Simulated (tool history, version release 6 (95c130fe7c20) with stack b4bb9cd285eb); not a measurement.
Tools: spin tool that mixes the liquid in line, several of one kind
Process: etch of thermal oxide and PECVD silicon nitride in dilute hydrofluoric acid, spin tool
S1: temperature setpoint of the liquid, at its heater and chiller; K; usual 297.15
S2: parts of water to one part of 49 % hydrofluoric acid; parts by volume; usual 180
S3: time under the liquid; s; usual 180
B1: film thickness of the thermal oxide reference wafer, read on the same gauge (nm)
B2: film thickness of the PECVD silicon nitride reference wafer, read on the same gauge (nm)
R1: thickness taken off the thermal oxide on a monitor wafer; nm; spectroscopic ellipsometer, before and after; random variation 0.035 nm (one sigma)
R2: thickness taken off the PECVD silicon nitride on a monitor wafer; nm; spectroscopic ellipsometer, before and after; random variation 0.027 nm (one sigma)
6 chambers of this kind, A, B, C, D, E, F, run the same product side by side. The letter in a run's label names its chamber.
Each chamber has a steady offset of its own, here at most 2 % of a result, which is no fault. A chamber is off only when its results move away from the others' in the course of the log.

run 1E day=0.208 | S1=297.15 S2=180 S3=180 | B1=70.024 B2=50.025 | R1=4.519 R2=1.688
run 2C day=0.417 | S1=297.15 S2=180 S3=180 | B1=69.997 B2=50.005 | R1=4.4794 R2=1.7238
run 3F day=0.629 | S1=297.15 S2=180 S3=180 | B1=69.994 B2=49.989 | R1=4.4341 R2=1.6993
run 4B day=0.825 | S1=297.15 S2=180 S3=180 | B1=69.995 B2=49.99 | R1=4.4688 R2=1.6915
-- day=1.138 chamber A: hydrofluoric acid flow meter replaced
run 5D day=1.175 | S1=297.15 S2=180 S3=180 | B1=70.002 B2=49.973 | R1=4.4688 R2=1.694
run 6A day=1.388 | S1=297.15 S2=180 S3=180 | B1=70.007 B2=49.943 | R1=4.3478 R2=1.7021
run 7E day=1.729 | S1=297.15 S2=180 S3=180 | B1=70.008 B2=50.009 | R1=4.492 R2=1.7145
run 8D day=1.979 | S1=297.15 S2=180 S3=180 | B1=69.992 B2=50.033 | R1=4.4406 R2=1.7427
run 9F day=2.133 | S1=297.15 S2=180 S3=180 | B1=69.993 B2=50 | R1=4.3447 R2=1.6862
run 10C day=2.333 | S1=297.15 S2=180 S3=180 | B1=70.012 B2=49.96 | R1=4.4768 R2=1.7407
run 11A day=2.521 | S1=297.15 S2=180 S3=180 | B1=70.008 B2=50.044 | R1=4.3635 R2=1.6975
run 12B day=2.85 | S1=297.15 S2=180 S3=180 | B1=69.986 B2=50.011 | R1=4.4398 R2=1.7065
run 13F day=3.188 | S1=295.15 S2=180 S3=125 | B1=70 B2=49.977 | R1=2.8574 R2=1.0156
run 14B day=3.392 | S1=295.15 S2=180 S3=125 | B1=69.99 B2=50.014 | R1=2.8861 R2=1.0312
run 15E day=3.608 | S1=295.15 S2=180 S3=125 | B1=69.994 B2=49.981 | R1=2.9106 R2=1.0562
run 16C day=3.8 | S1=295.15 S2=180 S3=125 | B1=69.992 B2=50.004 | R1=2.8191 R2=1.0442
run 17D day=4.108 | S1=295.15 S2=180 S3=125 | B1=69.998 B2=49.999 | R1=2.8842 R2=1.0464
run 18A day=4.279 | S1=295.15 S2=180 S3=125 | B1=70.006 B2=49.913 | R1=2.806 R2=1.0305
run 19C day=4.483 | S1=293.15 S2=230 S3=180 | B1=69.999 B2=49.989 | R1=2.8011 R2=1.0371
run 20B day=4.658 | S1=293.15 S2=230 S3=180 | B1=69.993 B2=49.975 | R1=2.8448 R2=1.0194
-- day=4.679 chamber B: thermometer replaced
run 21E day=4.971 | S1=293.15 S2=230 S3=180 | B1=69.991 B2=49.934 | R1=2.8999 R2=1.0411
run 22F day=5.146 | S1=293.15 S2=230 S3=180 | B1=69.993 B2=50.024 | R1=2.8218 R2=1.0584
run 23A day=5.362 | S1=293.15 S2=230 S3=180 | B1=70.008 B2=49.982 | R1=2.8073 R2=1.0569
run 24D day=5.625 | S1=293.15 S2=230 S3=180 | B1=69.987 B2=49.99 | R1=2.8791 R2=1.0487
run 25D day=5.962 | S1=297.15 S2=180 S3=180 | B1=69.987 B2=50.011 | R1=4.4852 R2=1.6909
run 26C day=6.317 | S1=297.15 S2=180 S3=180 | B1=69.988 B2=49.993 | R1=4.2397 R2=1.6571
run 27A day=6.617 | S1=297.15 S2=180 S3=180 | B1=70.004 B2=50.031 | R1=4.42 R2=1.6839
run 28F day=6.788 | S1=297.15 S2=180 S3=180 | B1=69.998 B2=49.972 | R1=4.4416 R2=1.7392
run 29B day=7.058 | S1=297.15 S2=180 S3=180 | B1=70.005 B2=49.996 | R1=4.4761 R2=1.6648
run 30E day=7.242 | S1=297.15 S2=180 S3=180 | B1=69.969 B2=49.963 | R1=4.4729 R2=1.6934
run 31C day=7.592 | S1=297.15 S2=180 S3=180 | B1=70.002 B2=50.018 | R1=4.1706 R2=1.6081
-- day=7.725 chamber D: hydrofluoric acid flow meter replaced
run 32B day=7.829 | S1=297.15 S2=180 S3=180 | B1=70.006 B2=50.011 | R1=4.5103 R2=1.6925
run 33D day=8.083 | S1=297.15 S2=180 S3=180 | B1=69.984 B2=50.007 | R1=4.4192 R2=1.7135
run 34A day=8.392 | S1=297.15 S2=180 S3=180 | B1=69.989 B2=49.986 | R1=4.3761 R2=1.6875
run 35E day=8.596 | S1=297.15 S2=180 S3=180 | B1=69.999 B2=49.969 | R1=4.5587 R2=1.6733
run 36F day=8.775 | S1=297.15 S2=180 S3=180 | B1=69.977 B2=49.981 | R1=4.4423 R2=1.7413
run 37B day=8.95 | S1=297.15 S2=180 S3=180 | B1=70.002 B2=49.959 | R1=4.4747 R2=1.7192

What goes on in this fleet: one chamber off, a drifting gauge, or nothing beyond the chambers' own small offsets? Name the chamber and the cause, if any.

Chamber C drifts away from the others.
Cause: hydrofluoric acid flow below the setpoint (%) = 7.1.

Here are 4 candidates for chamber C's next run, each the usual settings with a change, their results left as question marks. Which one brings its results back in line with what the others give on the usual settings?
In line means no further than this from the other chambers' mean on the usual settings: R1 0.12 nm; R2 0.093 nm
run 38C-1 day=9.2 | S1=296.15 S2=155 S3=190 | R1=? R2=?
run 38C-2 day=9.2 | S1=297.65 S2=190 S3=175 | R1=? R2=?
run 38C-3 day=9.2 | S1=296.65 S2=170 S3=185 | R1=? R2=?
run 38C-4 day=9.2 | S1=298.15 S2=205 S3=170 | R1=? R2=?

The other chambers' mean on the usual settings: R1 4.4424 nm; R2 1.7039 nm
run=38C-1 R1=4.9613 R2=1.8421
run=38C-2 R1=3.7828 R2=1.5248
run=38C-3 R1=4.411 R2=1.691
run=38C-4 R1=3.4088 R2=1.4172
38C-3 brings the chamber back in line.
